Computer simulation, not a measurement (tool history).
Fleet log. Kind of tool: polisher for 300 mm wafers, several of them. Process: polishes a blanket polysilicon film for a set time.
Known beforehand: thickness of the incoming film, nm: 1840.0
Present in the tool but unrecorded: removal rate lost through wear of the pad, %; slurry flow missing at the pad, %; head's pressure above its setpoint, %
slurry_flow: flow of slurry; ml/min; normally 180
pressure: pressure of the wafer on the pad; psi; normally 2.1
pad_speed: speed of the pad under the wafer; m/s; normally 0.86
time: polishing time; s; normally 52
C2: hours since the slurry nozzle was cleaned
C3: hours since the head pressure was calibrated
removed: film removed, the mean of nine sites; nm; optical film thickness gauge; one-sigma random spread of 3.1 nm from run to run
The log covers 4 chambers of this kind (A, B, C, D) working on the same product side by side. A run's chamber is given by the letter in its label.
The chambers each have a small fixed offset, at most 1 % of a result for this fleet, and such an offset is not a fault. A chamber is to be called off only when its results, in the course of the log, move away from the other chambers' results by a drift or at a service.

{"run": "1C", "hour": 8.2, "slurry_flow": 180, "pressure": 2.1, "pad_speed": 0.86, "time": 52, "wafers polished on this pad": 193, "C2": 89.3, "C3": 307.6, "removed": 318.37}
{"run": "2D", "hour": 12.5, "slurry_flow": 180, "pressure": 2.1, "pad_speed": 0.86, "time": 52, "wafers polished on this pad": 631, "C2": 202.5, "C3": 1121.7, "removed": 323.06}
{"run": "3A", "hour": 18.5, "slurry_flow": 180, "pressure": 2.1, "pad_speed": 0.86, "time": 52, "wafers polished on this pad": 296, "C2": 110.3, "C3": 756.7, "removed": 320.25}
{"hour": 20.8, "done": "chamber D: worn pad replaced by a new one"}
{"run": "4B", "hour": 24.4, "slurry_flow": 180, "pressure": 2.1, "pad_speed": 0.86, "time": 52, "wafers polished on this pad": 366, "C2": 255.0, "C3": 118.9, "removed": 326.78}
{"run": "5D", "hour": 32.5, "slurry_flow": 240, "pressure": 2.1, "pad_speed": 0.86, "time": 52, "wafers polished on this pad": 91, "C2": 222.5, "C3": 1141.7, "removed": 326.17}
{"run": "6B", "hour": 39.0, "slurry_flow": 240, "pressure": 2.1, "pad_speed": 0.86, "time": 52, "wafers polished on this pad": 480, "C2": 269.6, "C3": 133.5, "removed": 327.58}
{"run": "7C", "hour": 46.2, "slurry_flow": 240, "pressure": 2.1, "pad_speed": 0.86, "time": 52, "wafers polished on this pad": 488, "C2": 127.3, "C3": 345.6, "removed": 335.54}
{"run": "8A", "hour": 55.2, "slurry_flow": 240, "pressure": 2.1, "pad_speed": 0.86, "time": 52, "wafers polished on this pad": 581, "C2": 147.0, "C3": 793.4, "removed": 332.41}
{"run": "9C", "hour": 60.8, "slurry_flow": 180, "pressure": 2.1, "pad_speed": 0.86, "time": 52, "wafers polished on this pad": 602, "C2": 141.9, "C3": 360.2, "removed": 316.01}
{"run": "10A", "hour": 66.7, "slurry_flow": 180, "pressure": 2.1, "pad_speed": 0.86, "time": 52, "wafers polished on this pad": 670, "C2": 158.5, "C3": 804.9, "removed": 326.7}
{"hour": 70.1, "done": "chamber D: slurry nozzle cleaned"}
{"run": "11D", "hour": 72.2, "slurry_flow": 180, "pressure": 2.1, "pad_speed": 0.86, "time": 52, "wafers polished on this pad": 399, "C2": 2.2, "C3": 1181.4, "removed": 317.89}
{"run": "12B", "hour": 80.7, "slurry_flow": 180, "pressure": 2.1, "pad_speed": 0.86, "time": 52, "wafers polished on this pad": 803, "C2": 311.3, "C3": 175.2, "removed": 319.84}
{"hour": 84.0, "done": "chamber A: worn pad replaced by a new one"}
{"run": "13D", "hour": 88.7, "slurry_flow": 180, "pressure": 2.1, "pad_speed": 0.86, "time": 52, "wafers polished on this pad": 527, "C2": 18.7, "C3": 1197.9, "removed": 326.46}
{"run": "14C", "hour": 94.1, "slurry_flow": 180, "pressure": 2.1, "pad_speed": 0.86, "time": 52, "wafers polished on this pad": 860, "C2": 175.2, "C3": 393.5, "removed": 319.88}
{"hour": 95.3, "done": "chamber D: worn pad replaced by a new one"}
{"run": "15B", "hour": 101.8, "slurry_flow": 180, "pressure": 1.8, "pad_speed": 0.7, "time": 52, "wafers polished on this pad": 967, "C2": 332.4, "C3": 196.3, "removed": 220.98}
{"run": "16A", "hour": 107.6, "slurry_flow": 180, "pressure": 1.8, "pad_speed": 0.7, "time": 52, "wafers polished on this pad": 184, "C2": 199.4, "C3": 845.8, "removed": 228.02}
{"hour": 112.7, "done": "chamber A: head pressure recalibrated"}
{"run": "17A", "hour": 115.2, "slurry_flow": 180, "pressure": 1.8, "pad_speed": 0.7, "time": 52, "wafers polished on this pad": 243, "C2": 207.0, "C3": 2.5, "removed": 221.77}
{"run": "18C", "hour": 120.6, "slurry_flow": 180, "pressure": 1.8, "pad_speed": 0.7, "time": 52, "wafers polished on this pad": 1066, "C2": 201.7, "C3": 420.0, "removed": 224.85}
{"hour": 124.7, "done": "chamber B: worn pad replaced by a new one"}
{"run": "19D", "hour": 127.0, "slurry_flow": 180, "pressure": 2.1, "pad_speed": 0.86, "time": 63, "wafers polished on this pad": 246, "C2": 57.0, "C3": 1236.2, "removed": 382.23}
{"run": "20B", "hour": 131.7, "slurry_flow": 180, "pressure": 2.1, "pad_speed": 0.86, "time": 63, "wafers polished on this pad": 54, "C2": 362.3, "C3": 226.2, "removed": 379.54}
{"run": "21D", "hour": 136.1, "slurry_flow": 180, "pressure": 2.1, "pad_speed": 0.86, "time": 63, "wafers polished on this pad": 317, "C2": 66.1, "C3": 1245.3, "removed": 388.33}
{"hour": 137.9, "done": "chamber D: head pressure recalibrated"}
{"run": "22C", "hour": 141.5, "slurry_flow": 180, "pressure": 2.1, "pad_speed": 0.86, "time": 63, "wafers polished on this pad": 1228, "C2": 222.6, "C3": 440.9, "removed": 385.1}
{"run": "23A", "hour": 147.1, "slurry_flow": 180, "pressure": 2.5, "pad_speed": 0.86, "time": 44, "wafers polished on this pad": 490, "C2": 238.9, "C3": 34.4, "removed": 328.41}
{"run": "24B", "hour": 152.7, "slurry_flow": 180, "pressure": 2.5, "pad_speed": 0.86, "time": 44, "wafers polished on this pad": 217, "C2": 383.3, "C3": 247.2, "removed": 315.24}
{"run": "25B", "hour": 157.1, "slurry_flow": 180, "pressure": 2.5, "pad_speed": 0.86, "time": 44, "wafers polished on this pad": 251, "C2": 387.7, "C3": 251.6, "removed": 315.12}
{"run": "26C", "hour": 165.6, "slurry_flow": 180, "pressure": 2.5, "pad_speed": 0.86, "time": 44, "wafers polished on this pad": 1416, "C2": 246.7, "C3": 465.0, "removed": 319.41}
{"run": "27A", "hour": 174.5, "slurry_flow": 180, "pressure": 2.1, "pad_speed": 0.86, "time": 52, "wafers polished on this pad": 703, "C2": 266.3, "C3": 61.8, "removed": 327.41}
{"run": "28D", "hour": 181.7, "slurry_flow": 180, "pressure": 2.1, "pad_speed": 0.86, "time": 52, "wafers polished on this pad": 671, "C2": 111.7, "C3": 43.9, "removed": 315.28}
{"run": "29B", "hour": 187.8, "slurry_flow": 180, "pressure": 2.1, "pad_speed": 0.86, "time": 52, "wafers polished on this pad": 490, "C2": 418.4, "C3": 282.3, "removed": 310.52}
{"hour": 188.5, "done": "chamber D: worn pad replaced by a new one"}
{"hour": 191.5, "done": "chamber A: worn pad replaced by a new one"}
{"hour": 193.0, "done": "chamber C: worn pad replaced by a new one"}
{"run": "30D", "hour": 195.3, "slurry_flow": 180, "pressure": 2.1, "pad_speed": 0.86, "time": 52, "wafers polished on this pad": 53, "C2": 125.3, "C3": 57.5, "removed": 321.8}
{"run": "31A", "hour": 200.3, "slurry_flow": 180, "pressure": 2.1, "pad_speed": 0.86, "time": 52, "wafers polished on this pad": 68, "C2": 292.1, "C3": 87.6, "removed": 322.97}
{"run": "32C", "hour": 206.4, "slurry_flow": 180, "pressure": 2.1, "pad_speed": 0.86, "time": 52, "wafers polished on this pad": 104, "C2": 287.5, "C3": 505.8, "removed": 318.6}
{"run": "33A", "hour": 214.5, "slurry_flow": 180, "pressure": 2.1, "pad_speed": 0.86, "time": 52, "wafers polished on this pad": 178, "C2": 306.3, "C3": 101.8, "removed": 322.56}
{"run": "34C", "hour": 220.7, "slurry_flow": 180, "pressure": 2.1, "pad_speed": 0.86, "time": 52, "wafers polished on this pad": 215, "C2": 301.8, "C3": 520.1, "removed": 316.5}
{"run": "35B", "hour": 226.4, "slurry_flow": 180, "pressure": 2.1, "pad_speed": 0.86, "time": 52, "wafers polished on this pad": 790, "C2": 457.0, "C3": 320.9, "removed": 301.07}
{"run": "36D", "hour": 234.1, "slurry_flow": 180, "pressure": 2.1, "pad_speed": 0.86, "time": 52, "wafers polished on this pad": 354, "C2": 164.1, "C3": 96.3, "removed": 321.46}
{"run": "37C", "hour": 240.6, "slurry_flow": 180, "pressure": 2.1, "pad_speed": 0.86, "time": 52, "wafers polished on this pad": 370, "C2": 321.7, "C3": 540.0, "removed": 321.89}
{"hour": 246.6, "done": "chamber B: head pressure recalibrated"}
{"run": "38A", "hour": 248.0, "slurry_flow": 180, "pressure": 2.1, "pad_speed": 0.86, "time": 52, "wafers polished on this pad": 438, "C2": 339.8, "C3": 135.3, "removed": 321.92}
{"run": "39B", "hour": 255.6, "slurry_flow": 150, "pressure": 2.1, "pad_speed": 0.86, "time": 52, "wafers polished on this pad": 1016, "C2": 486.2, "C3": 9.0, "removed": 285.72}
{"hour": 262.8, "done": "chamber D: worn pad replaced by a new one"}
{"run": "40D", "hour": 263.4, "slurry_flow": 150, "pressure": 2.1, "pad_speed": 0.86, "time": 52, "wafers polished on this pad": 4, "C2": 193.4, "C3": 125.6, "removed": 310.25}
{"run": "41A", "hour": 267.6, "slurry_flow": 150, "pressure": 2.1, "pad_speed": 0.86, "time": 52, "wafers polished on this pad": 591, "C2": 359.4, "C3": 154.9, "removed": 308.08}
{"run": "42B", "hour": 272.0, "slurry_flow": 150, "pressure": 2.1, "pad_speed": 0.86, "time": 52, "wafers polished on this pad": 1144, "C2": 502.6, "C3": 25.4, "removed": 280.87}
{"run": "43D", "hour": 276.3, "slurry_flow": 180, "pressure": 2.1, "pad_speed": 0.86, "time": 52, "wafers polished on this pad": 104, "C2": 206.3, "C3": 138.5, "removed": 321.69}

What goes on in this fleet: one chamber off, a drifting gauge, or nothing beyond the chambers' own small offsets? Name the chamber and the cause, if any.

It is chamber B that slowly wanders off from its peers.
What lies behind it: slurry flow missing at the pad, % = 38.7.

Chamber B could run next with any of the 4 candidate recipes listed below; each alters the usual settings, and their results appear as question marks. Which one brings its results back in line with what the other chambers deliver on the usual settings?
In line here means within this much of the mean the other chambers give on the usual settings: removed 11.00 nm
{"run": "44B-1", "hour": 282.8, "slurry_flow": 175, "pressure": 2.1, "pad_speed": 0.86, "time": 47, "removed": "?"}
{"run": "44B-2", "hour": 282.8, "slurry_flow": 175, "pressure": 2.1, "pad_speed": 0.78, "time": 47, "removed": "?"}
{"run": "44B-3", "hour": 282.8, "slurry_flow": 185, "pressure": 2.1, "pad_speed": 0.94, "time": 57, "removed": "?"}
{"run": "44B-4", "hour": 282.8, "slurry_flow": 180, "pressure": 2.1, "pad_speed": 0.86, "time": 57, "removed": "?"}

The other chambers' mean on the usual settings: removed 320.39 nm
run=44B-1 removed=259.29
run=44B-2 removed=234.81
run=44B-3 removed=348.60
run=44B-4 removed=316.54
With 44B-4, the chamber falls back in line with the rest.

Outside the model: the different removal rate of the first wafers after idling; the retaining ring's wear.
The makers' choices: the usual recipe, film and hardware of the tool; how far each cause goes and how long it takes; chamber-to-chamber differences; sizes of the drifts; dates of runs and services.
